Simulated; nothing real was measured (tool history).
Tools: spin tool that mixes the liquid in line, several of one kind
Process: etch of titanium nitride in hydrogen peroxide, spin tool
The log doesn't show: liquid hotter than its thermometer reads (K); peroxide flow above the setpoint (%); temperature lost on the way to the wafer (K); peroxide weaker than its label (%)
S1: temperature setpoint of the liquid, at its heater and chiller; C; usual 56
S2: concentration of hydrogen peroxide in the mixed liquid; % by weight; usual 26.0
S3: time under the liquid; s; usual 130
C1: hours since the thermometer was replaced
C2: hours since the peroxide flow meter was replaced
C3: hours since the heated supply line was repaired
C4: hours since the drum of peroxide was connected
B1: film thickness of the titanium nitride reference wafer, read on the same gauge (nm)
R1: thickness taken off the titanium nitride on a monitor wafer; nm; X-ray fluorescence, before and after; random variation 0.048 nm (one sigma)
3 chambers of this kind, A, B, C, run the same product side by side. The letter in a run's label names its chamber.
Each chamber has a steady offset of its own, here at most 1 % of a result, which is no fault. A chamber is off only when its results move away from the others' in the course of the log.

run 1B hour=7.3 | S1=56 S2=26.0 S3=130 | C1=1262.0 C2=845.8 C3=2535.7 C4=448.0 | B1=110.00 | R1=5.2994
run 2A hour=12.5 | S1=56 S2=26.0 S3=130 | C1=465.0 C2=149.3 C3=553.9 C4=387.7 | B1=110.02 | R1=5.2770
run 3C hour=18.1 | S1=56 S2=26.0 S3=130 | C1=1865.7 C2=755.0 C3=49.4 C4=272.7 | B1=110.00 | R1=5.2519
run 4B hour=24.2 | S1=56 S2=26.0 S3=130 | C1=1278.9 C2=862.7 C3=2552.6 C4=464.9 | B1=110.03 | R1=5.3305
run 5C hour=31.5 | S1=56 S2=26.0 S3=130 | C1=1879.1 C2=768.4 C3=62.8 C4=286.1 | B1=109.98 | R1=5.2596
run 6A hour=36.2 | S1=56 S2=30.0 S3=75 | C1=488.7 C2=173.0 C3=577.6 C4=411.4 | B1=110.03 | R1=3.1315
run 7A hour=40.1 | S1=56 S2=30.0 S3=75 | C1=492.6 C2=176.9 C3=581.5 C4=415.3 | B1=110.01 | R1=3.2066
run 8C hour=47.7 | S1=56 S2=30.0 S3=75 | C1=1895.3 C2=784.6 C3=79.0 C4=302.3 | B1=110.02 | R1=3.1111
run 9B hour=53.8 | S1=56 S2=26.0 S3=130 | C1=1308.5 C2=892.3 C3=2582.2 C4=494.5 | B1=109.98 | R1=5.2236
run 10C hour=57.9 | S1=56 S2=26.0 S3=130 | C1=1905.5 C2=794.8 C3=89.2 C4=312.5 | B1=110.03 | R1=5.2170
run 11B hour=63.0 | S1=56 S2=26.0 S3=130 | C1=1317.7 C2=901.5 C3=2591.4 C4=503.7 | B1=110.02 | R1=5.1934
run 12A hour=68.3 | S1=56 S2=26.0 S3=130 | C1=520.8 C2=205.1 C3=609.7 C4=443.5 | B1=110.02 | R1=5.2330
run 13C hour=76.3 | S1=56 S2=26.0 S3=130 | C1=1923.9 C2=813.2 C3=107.6 C4=330.9 | B1=110.02 | R1=5.3600
run 14A hour=80.8 | S1=56 S2=26.0 S3=130 | C1=533.3 C2=217.6 C3=622.2 C4=456.0 | B1=109.99 | R1=5.2331
run 15B hour=85.3 | S1=56 S2=26.0 S3=130 | C1=1340.0 C2=923.8 C3=2613.7 C4=526.0 | B1=109.99 | R1=5.2533
run 16B hour=90.4 | S1=56 S2=26.0 S3=130 | C1=1345.1 C2=928.9 C3=2618.8 C4=531.1 | B1=110.00 | R1=5.3529
run 17A hour=95.5 | S1=56 S2=26.0 S3=130 | C1=548.0 C2=232.3 C3=636.9 C4=470.7 | B1=109.99 | R1=5.2469
run 18C hour=100.9 | S1=56 S2=26.0 S3=130 | C1=1948.5 C2=837.8 C3=132.2 C4=355.5 | B1=109.99 | R1=5.3127
run 19B hour=105.9 | S1=56 S2=26.0 S3=70 | C1=1360.6 C2=944.4 C3=2634.3 C4=546.6 | B1=109.98 | R1=2.8307
run 20C hour=113.0 | S1=56 S2=26.0 S3=70 | C1=1960.6 C2=849.9 C3=144.3 C4=367.6 | B1=110.02 | R1=2.9491
run 21A hour=118.9 | S1=56 S2=26.0 S3=70 | C1=571.4 C2=255.7 C3=660.3 C4=494.1 | B1=110.01 | R1=2.8252
run 22B hour=126.9 | S1=56 S2=26.0 S3=130 | C1=1381.6 C2=965.4 C3=2655.3 C4=567.6 | B1=110.02 | R1=5.3207
run 23A hour=133.4 | S1=56 S2=26.0 S3=130 | C1=585.9 C2=270.2 C3=674.8 C4=508.6 | B1=109.99 | R1=5.2242
run 24C hour=138.0 | S1=56 S2=26.0 S3=130 | C1=1985.6 C2=874.9 C3=169.3 C4=392.6 | B1=110.01 | R1=5.4744
run 25C hour=145.8 | S1=56 S2=26.0 S3=130 | C1=1993.4 C2=882.7 C3=177.1 C4=400.4 | B1=110.02 | R1=5.6372
run 26B hour=153.4 | S1=56 S2=26.0 S3=130 | C1=1408.1 C2=991.9 C3=2681.8 C4=594.1 | B1=109.99 | R1=5.2295
run 27A hour=158.9 | S1=56 S2=30.0 S3=160 | C1=611.4 C2=295.7 C3=700.3 C4=534.1 | B1=109.99 | R1=6.7858
run 28A hour=164.9 | S1=56 S2=30.0 S3=160 | C1=617.4 C2=301.7 C3=706.3 C4=540.1 | B1=109.99 | R1=6.7069
run 29C hour=172.2 | S1=56 S2=30.0 S3=160 | C1=2019.8 C2=909.1 C3=203.5 C4=426.8 | B1=110.00 | R1=7.0620
run 30B hour=179.8 | S1=56 S2=26.0 S3=130 | C1=1434.5 C2=1018.3 C3=2708.2 C4=620.5 | B1=110.00 | R1=5.2030
run 31B hour=186.5 | S1=56 S2=22.5 S3=100 | C1=1441.2 C2=1025.0 C3=2714.9 C4=627.2 | B1=110.00 | R1=3.9379
run 32A hour=190.6 | S1=56 S2=22.5 S3=100 | C1=643.1 C2=327.4 C3=732.0 C4=565.8 | B1=110.01 | R1=3.8848
run 33C hour=197.2 | S1=56 S2=22.5 S3=100 | C1=2044.8 C2=934.1 C3=228.5 C4=451.8 | B1=110.00 | R1=4.1915
run 34B hour=204.7 | S1=56 S2=26.0 S3=130 | C1=1459.4 C2=1043.2 C3=2733.1 C4=645.4 | B1=109.99 | R1=5.2815
-- hour=209.5 chamber C: peroxide flow meter replaced
run 35A hour=213.3 | S1=56 S2=26.0 S3=90 | C1=665.8 C2=350.1 C3=754.7 C4=588.5 | B1=110.01 | R1=3.6431
run 36C hour=220.5 | S1=56 S2=26.0 S3=90 | C1=2068.1 C2=11.0 C3=251.8 C4=475.1 | B1=110.01 | R1=3.9744
run 37C hour=226.6 | S1=56 S2=26.0 S3=90 | C1=2074.2 C2=17.1 C3=257.9 C4=481.2 | B1=109.99 | R1=4.0984
run 38A hour=230.8 | S1=56 S2=26.0 S3=130 | C1=683.3 C2=367.6 C3=772.2 C4=606.0 | B1=110.00 | R1=5.2329

What goes on in this fleet: one chamber off, a drifting gauge, or nothing beyond the chambers' own small offsets? Name the chamber and the cause, if any.

Chamber C drifts away from the others.
Cause: liquid hotter than its thermometer reads (K) = 1.36.

Here are 4 candidates for chamber C's next run, each the usual settings with a change, their results left as question marks. Which one brings its results back in line with what the others give on the usual settings?
In line means no further than this from the other chambers' mean on the usual settings: R1 0.1700 nm
run 39C-1 hour=237.1 | S1=56.5 S2=26.0 S3=130 | R1=?
run 39C-2 hour=237.1 | S1=56.0 S2=26.0 S3=145 | R1=?
run 39C-3 hour=237.1 | S1=55.0 S2=26.0 S3=125 | R1=?
run 39C-4 hour=237.1 | S1=56.0 S2=22.0 S3=130 | R1=?

The other chambers' mean on the usual settings: R1 5.2706 nm
run=39C-1 R1=6.0013
run=39C-2 R1=6.4625
run=39C-3 R1=5.1947
run=39C-4 R1=5.5899
39C-3 brings the chamber back in line.

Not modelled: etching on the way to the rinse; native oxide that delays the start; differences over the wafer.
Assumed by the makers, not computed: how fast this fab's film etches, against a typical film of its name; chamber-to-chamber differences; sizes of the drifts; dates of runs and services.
